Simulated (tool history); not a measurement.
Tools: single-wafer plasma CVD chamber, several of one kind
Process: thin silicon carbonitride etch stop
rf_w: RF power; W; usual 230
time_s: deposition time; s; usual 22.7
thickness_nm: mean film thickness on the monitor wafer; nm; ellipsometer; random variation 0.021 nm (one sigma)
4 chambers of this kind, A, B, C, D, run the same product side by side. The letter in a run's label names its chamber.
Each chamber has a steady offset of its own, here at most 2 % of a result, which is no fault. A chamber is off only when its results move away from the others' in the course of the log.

| run | day | rf_w | time_s | hours since the last thermocouple change | hours since the last RF generator calibration | read-back reference wafer on the same gauge, thickness_nm | thickness_nm |
|---|---|---|---|---|---|---|---|
| 1D | 0.433 | 230 | 22.7 | 1455.0 | 1826.1 | 13.598 | 13.417 |
|  | 0.496 | chamber A: RF generator calibrated |
| 2B | 0.796 | 230 | 22.7 | 776.8 | 103.8 | 13.602 | 13.271 |
| 3A | 1.283 | 230 | 22.7 | 129.1 | 18.9 | 13.603 | 13.555 |
| 4C | 1.650 | 230 | 22.7 | 675.3 | 454.1 | 13.613 | 13.458 |
| 5B | 2.083 | 230 | 22.7 | 807.7 | 134.7 | 13.610 | 13.266 |
| 6C | 2.608 | 230 | 22.7 | 698.3 | 477.1 | 13.612 | 13.496 |
| 7A | 3.096 | 230 | 22.7 | 172.6 | 62.4 | 13.617 | 13.568 |
| 8D | 3.517 | 230 | 22.7 | 1529.0 | 1900.1 | 13.619 | 13.439 |
| 9A | 3.908 | 230 | 22.7 | 192.1 | 81.9 | 13.622 | 13.551 |
| 10B | 4.412 | 230 | 22.7 | 863.6 | 190.6 | 13.614 | 13.269 |
| 11D | 4.854 | 245 | 22.7 | 1561.1 | 1932.2 | 13.625 | 13.729 |
| 12C | 5.388 | 245 | 22.7 | 765.0 | 543.8 | 13.621 | 13.769 |
| 13A | 5.725 | 245 | 22.7 | 235.7 | 125.5 | 13.628 | 13.826 |
| 14C | 6.246 | 245 | 22.7 | 785.6 | 564.4 | 13.627 | 13.801 |
| 15B | 6.583 | 230 | 22.7 | 915.7 | 242.7 | 13.633 | 13.258 |
| 16D | 6.971 | 230 | 22.7 | 1611.9 | 1983.0 | 13.633 | 13.469 |
| 17D | 7.442 | 230 | 22.7 | 1623.2 | 1994.3 | 13.637 | 13.433 |
| 18B | 7.917 | 230 | 22.7 | 947.7 | 274.7 | 13.639 | 13.302 |
| 19A | 8.412 | 230 | 22.7 | 300.2 | 190.0 | 13.639 | 13.531 |
| 20C | 8.700 | 230 | 22.7 | 844.5 | 623.3 | 13.643 | 13.527 |
| 21D | 9.179 | 230 | 22.7 | 1664.9 | 2036.0 | 13.643 | 13.479 |
| 22A | 9.475 | 230 | 22.7 | 325.7 | 215.5 | 13.651 | 13.568 |
| 23B | 9.871 | 230 | 22.7 | 994.6 | 321.6 | 13.647 | 13.308 |
|  | 10.029 | chamber D: RF generator calibrated |
| 24C | 10.204 | 230 | 22.7 | 880.6 | 659.4 | 13.651 | 13.521 |
| 25C | 10.538 | 230 | 22.7 | 888.6 | 667.4 | 13.652 | 13.533 |
| 26A | 10.817 | 230 | 22.7 | 357.9 | 247.7 | 13.655 | 13.581 |
| 27D | 11.092 | 230 | 22.7 | 1710.8 | 25.5 | 13.656 | 13.479 |
| 28B | 11.375 | 205 | 20.1 | 1030.7 | 357.7 | 13.658 | 11.406 |
| 29C | 11.767 | 205 | 20.1 | 918.1 | 696.9 | 13.662 | 11.576 |
| 30D | 12.088 | 205 | 20.1 | 1734.7 | 49.4 | 13.664 | 11.525 |
|  | 12.125 | chamber D: thermocouple changed; heater temperature recalibrated |
| 31B | 12.588 | 205 | 20.1 | 1059.8 | 386.8 | 13.665 | 11.366 |
| 32A | 12.967 | 230 | 22.7 | 409.5 | 299.3 | 13.664 | 13.628 |
| 33B | 13.367 | 230 | 22.7 | 1078.5 | 405.5 | 13.668 | 13.293 |
| 34C | 13.629 | 230 | 22.7 | 962.8 | 741.6 | 13.671 | 13.529 |
| 35D | 14.150 | 230 | 22.7 | 48.6 | 98.9 | 13.671 | 13.472 |
| 36A | 14.529 | 230 | 22.7 | 447.0 | 336.8 | 13.674 | 13.586 |
| 37A | 15.054 | 230 | 22.7 | 459.6 | 349.4 | 13.675 | 13.604 |
| 38C | 15.475 | 250 | 19.2 | 1007.1 | 785.9 | 13.678 | 11.753 |
| 39D | 15.958 | 250 | 19.2 | 92.0 | 142.3 | 13.679 | 11.725 |
| 40B | 16.375 | 250 | 19.2 | 1150.7 | 477.7 | 13.684 | 11.560 |

Is one chamber off against the others, does the gauge drift, or is nothing wrong? If a chamber is off, say which, and what the likeliest cause is.

The gauge drifts, so all chambers seem to drift together. No chamber is off.
Cause: gauge reads high (%) = 0.625.

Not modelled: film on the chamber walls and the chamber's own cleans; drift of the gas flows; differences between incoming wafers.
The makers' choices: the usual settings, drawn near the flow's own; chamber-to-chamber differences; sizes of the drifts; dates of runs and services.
